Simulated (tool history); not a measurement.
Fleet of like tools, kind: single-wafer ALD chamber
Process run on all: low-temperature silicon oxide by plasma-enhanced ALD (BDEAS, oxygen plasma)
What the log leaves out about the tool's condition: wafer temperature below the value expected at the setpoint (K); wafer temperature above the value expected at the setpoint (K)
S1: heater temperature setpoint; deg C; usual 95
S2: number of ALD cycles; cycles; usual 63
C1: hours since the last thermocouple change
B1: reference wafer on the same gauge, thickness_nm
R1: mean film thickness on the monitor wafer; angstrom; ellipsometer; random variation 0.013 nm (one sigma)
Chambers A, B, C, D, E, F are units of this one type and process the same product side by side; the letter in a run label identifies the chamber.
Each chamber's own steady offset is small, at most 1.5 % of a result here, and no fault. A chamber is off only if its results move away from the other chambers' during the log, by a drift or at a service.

run,day,S1,S2,C1,B1,R1
1C,0.338,95,63,1191.7,8.1236,91.285
2D,0.738,95,63,2072.5,8.1251,92.578
3A,1.000,95,63,210.7,8.1220,92.130
4B,1.217,95,63,1477.5,8.1228,90.722
5E,1.529,95,63,1195.7,8.1227,91.688
6F,1.783,95,63,1433.9,8.1278,90.448
7F,2.104,95,63,1441.6,8.1260,90.567
8C,2.396,95,63,1241.1,8.1286,91.720
9A,2.738,95,63,252.4,8.1282,92.141
10E,3.038,100,67,1231.9,8.1289,95.816
11D,3.283,100,67,2133.6,8.1295,97.282
12B,3.525,100,67,1532.9,8.1330,94.737
13F,3.983,100,67,1486.7,8.1312,94.806
14E,4.433,100,67,1265.4,8.1351,95.893
15C,4.767,100,67,1298.0,8.1342,95.648
16D,5.204,95,63,2179.7,8.1382,92.909
17B,5.475,95,63,1579.7,8.1392,90.899
18A,5.883,95,63,327.9,8.1394,92.352
19F,6.179,82,73,1539.4,8.1396,109.880
20B,6.446,82,73,1603.0,8.1422,110.220
21C,6.729,82,73,1345.1,8.1403,111.070
22A,7.096,82,73,357.0,8.1456,111.920
23D,7.321,82,73,2230.5,8.1431,112.670
24E,7.679,82,73,1343.3,8.1466,111.230
25E,8.088,95,58,1353.1,8.1474,84.542
26D,8.308,95,58,2254.2,8.1477,85.715
27C,8.621,95,58,1390.5,8.1504,84.334
28A,8.929,95,58,401.0,8.1470,84.954
29F,9.221,95,58,1612.4,8.1522,83.506
30B,9.546,95,58,1677.4,8.1510,83.703
31A,9.996,95,74,426.6,8.1513,108.600
32E,10.408,95,74,1408.8,8.1527,108.140
# day 10.412: chamber B: thermocouple changed; heater temperature recalibrated
33D,10.750,95,74,2312.8,8.1566,109.210
34B,11.108,95,74,16.8,8.1560,107.100
35C,11.546,95,74,1460.7,8.1593,107.870
36F,11.942,95,74,1677.7,8.1571,106.680
37E,12.367,95,63,1455.8,8.1604,92.002
38F,12.621,95,63,1694.0,8.1610,90.920
39C,12.879,95,63,1492.7,8.1619,91.741
40A,13.229,95,63,504.2,8.1668,92.683
41B,13.683,95,63,78.6,8.1663,91.287
42D,14.029,104,59,2391.5,8.1658,85.391

Each of the 6 chambers runs these same settings next. Fill in every chamber's results:
43A,14.362,95,63,,,?
43B,14.362,95,63,,,?
43C,14.362,95,63,,,?
43D,14.362,95,63,,,?
43E,14.362,95,63,,,?
43F,14.362,95,63,,,?

run,R1
43A,92.373
43B,91.293
43C,91.826
43D,93.301
43E,92.028
43F,90.685

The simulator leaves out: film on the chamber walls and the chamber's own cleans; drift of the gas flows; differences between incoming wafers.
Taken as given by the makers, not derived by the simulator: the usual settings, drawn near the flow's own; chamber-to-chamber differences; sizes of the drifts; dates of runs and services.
